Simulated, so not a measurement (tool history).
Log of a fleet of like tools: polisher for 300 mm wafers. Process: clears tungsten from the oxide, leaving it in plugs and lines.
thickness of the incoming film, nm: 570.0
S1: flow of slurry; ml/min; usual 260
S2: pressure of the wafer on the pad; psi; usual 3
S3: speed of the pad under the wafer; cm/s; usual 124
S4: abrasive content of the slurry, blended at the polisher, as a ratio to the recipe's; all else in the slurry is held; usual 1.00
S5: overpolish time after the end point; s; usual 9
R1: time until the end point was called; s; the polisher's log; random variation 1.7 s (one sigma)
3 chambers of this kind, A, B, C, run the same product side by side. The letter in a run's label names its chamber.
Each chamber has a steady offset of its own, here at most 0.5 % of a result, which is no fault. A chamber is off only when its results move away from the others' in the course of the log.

{"day": 0.088, "done": "chamber B: slurry tank refilled with fresh slurry and peroxide"}
{"run": "1B", "day": 0.308, "S1": 260, "S2": 3, "S3": 124, "S4": 1.0, "S5": 9, "R1": 112.9}
{"run": "2A", "day": 0.521, "S1": 260, "S2": 3, "S3": 124, "S4": 1.0, "S5": 9, "R1": 112.91}
{"run": "3C", "day": 0.767, "S1": 260, "S2": 3, "S3": 124, "S4": 1.0, "S5": 9, "R1": 112.56}
{"run": "4C", "day": 1.121, "S1": 260, "S2": 3, "S3": 124, "S4": 1.0, "S5": 9, "R1": 110.87}
{"run": "5A", "day": 1.525, "S1": 260, "S2": 3, "S3": 124, "S4": 1.0, "S5": 9, "R1": 111.84}
{"run": "6B", "day": 1.725, "S1": 260, "S2": 3, "S3": 124, "S4": 1.0, "S5": 9, "R1": 112.38}
{"run": "7B", "day": 2.05, "S1": 195, "S2": 3, "S3": 124, "S4": 1.0, "S5": 9, "R1": 111.95}
{"run": "8C", "day": 2.392, "S1": 195, "S2": 3, "S3": 124, "S4": 1.0, "S5": 9, "R1": 118.22}
{"day": 2.438, "done": "chamber C: slurry blender recalibrated"}
{"day": 2.575, "done": "chamber A: worn pad replaced by a new one"}
{"run": "9A", "day": 2.608, "S1": 195, "S2": 3, "S3": 124, "S4": 1.0, "S5": 9, "R1": 116.54}
{"day": 2.8, "done": "chamber C: slurry nozzle cleaned"}
{"run": "10C", "day": 2.925, "S1": 260, "S2": 3, "S3": 124, "S4": 1.0, "S5": 9, "R1": 113.89}
{"day": 3.008, "done": "chamber B: slurry tank refilled with fresh slurry and peroxide"}
{"run": "11A", "day": 3.346, "S1": 260, "S2": 3, "S3": 124, "S4": 1.0, "S5": 9, "R1": 112.23}
{"run": "12B", "day": 3.671, "S1": 260, "S2": 3, "S3": 124, "S4": 1.0, "S5": 9, "R1": 113.01}
{"run": "13C", "day": 4.042, "S1": 260, "S2": 3, "S3": 124, "S4": 0.85, "S5": 6, "R1": 120.66}
{"run": "14A", "day": 4.454, "S1": 260, "S2": 3, "S3": 124, "S4": 0.85, "S5": 6, "R1": 116.52}
{"day": 4.471, "done": "chamber A: slurry blender recalibrated"}
{"run": "15B", "day": 4.721, "S1": 260, "S2": 3, "S3": 124, "S4": 0.85, "S5": 6, "R1": 114.82}
{"run": "16C", "day": 4.938, "S1": 260, "S2": 3, "S3": 124, "S4": 1.0, "S5": 9, "R1": 120.0}
{"day": 4.979, "done": "chamber A: slurry tank refilled with fresh slurry and peroxide"}
{"run": "17B", "day": 5.35, "S1": 260, "S2": 3, "S3": 124, "S4": 1.0, "S5": 9, "R1": 113.78}
{"run": "18A", "day": 5.667, "S1": 260, "S2": 3, "S3": 124, "S4": 1.0, "S5": 9, "R1": 111.09}
{"run": "19B", "day": 5.879, "S1": 260, "S2": 3, "S3": 124, "S4": 1.0, "S5": 9, "R1": 112.35}
{"run": "20C", "day": 6.217, "S1": 260, "S2": 3, "S3": 124, "S4": 1.0, "S5": 9, "R1": 124.01}
{"run": "21A", "day": 6.6, "S1": 260, "S2": 3, "S3": 124, "S4": 1.0, "S5": 9, "R1": 112.88}
{"day": 6.671, "done": "chamber B: slurry tank refilled with fresh slurry and peroxide"}
{"day": 6.679, "done": "chamber C: worn pad replaced by a new one"}
{"run": "22A", "day": 6.946, "S1": 260, "S2": 3, "S3": 124, "S4": 1.0, "S5": 9, "R1": 112.17}
{"run": "23B", "day": 7.179, "S1": 260, "S2": 3, "S3": 124, "S4": 1.0, "S5": 9, "R1": 115.68}
{"run": "24C", "day": 7.375, "S1": 260, "S2": 3, "S3": 124, "S4": 1.0, "S5": 9, "R1": 128.53}

Is one chamber off against the others, does the gauge drift, or is nothing wrong? If a chamber is off, say which, and what the likeliest cause is.

Chamber C drifts away from the others.
Cause: peroxide lost from the slurry, % = 31.4.
The log may not tell that from: head's pressure below its setpoint, %.

Here are 4 candidates for chamber C's next run, each the usual settings with a change, their results left as question marks. Which one brings its results back in line with what the others give on the usual settings?
In line means no further than this from the other chambers' mean on the usual settings: R1 6.000 s
{"run": "25C-1", "day": 7.679, "S1": 255, "S2": 2.6, "S3": 106, "S4": 1.0, "S5": 9, "R1": "?"}
{"run": "25C-2", "day": 7.679, "S1": 260, "S2": 2.6, "S3": 124, "S4": 0.95, "S5": 9, "R1": "?"}
{"run": "25C-3", "day": 7.679, "S1": 260, "S2": 3.0, "S3": 166, "S4": 1.0, "S5": 9, "R1": "?"}
{"run": "25C-4", "day": 7.679, "S1": 260, "S2": 3.4, "S3": 124, "S4": 1.0, "S5": 9, "R1": "?"}

The other chambers' mean on the usual settings: R1 112.170 s
run=25C-1 R1=174.410
run=25C-2 R1=150.740
run=25C-3 R1=96.319
run=25C-4 R1=113.420
25C-4 brings the chamber back in line.
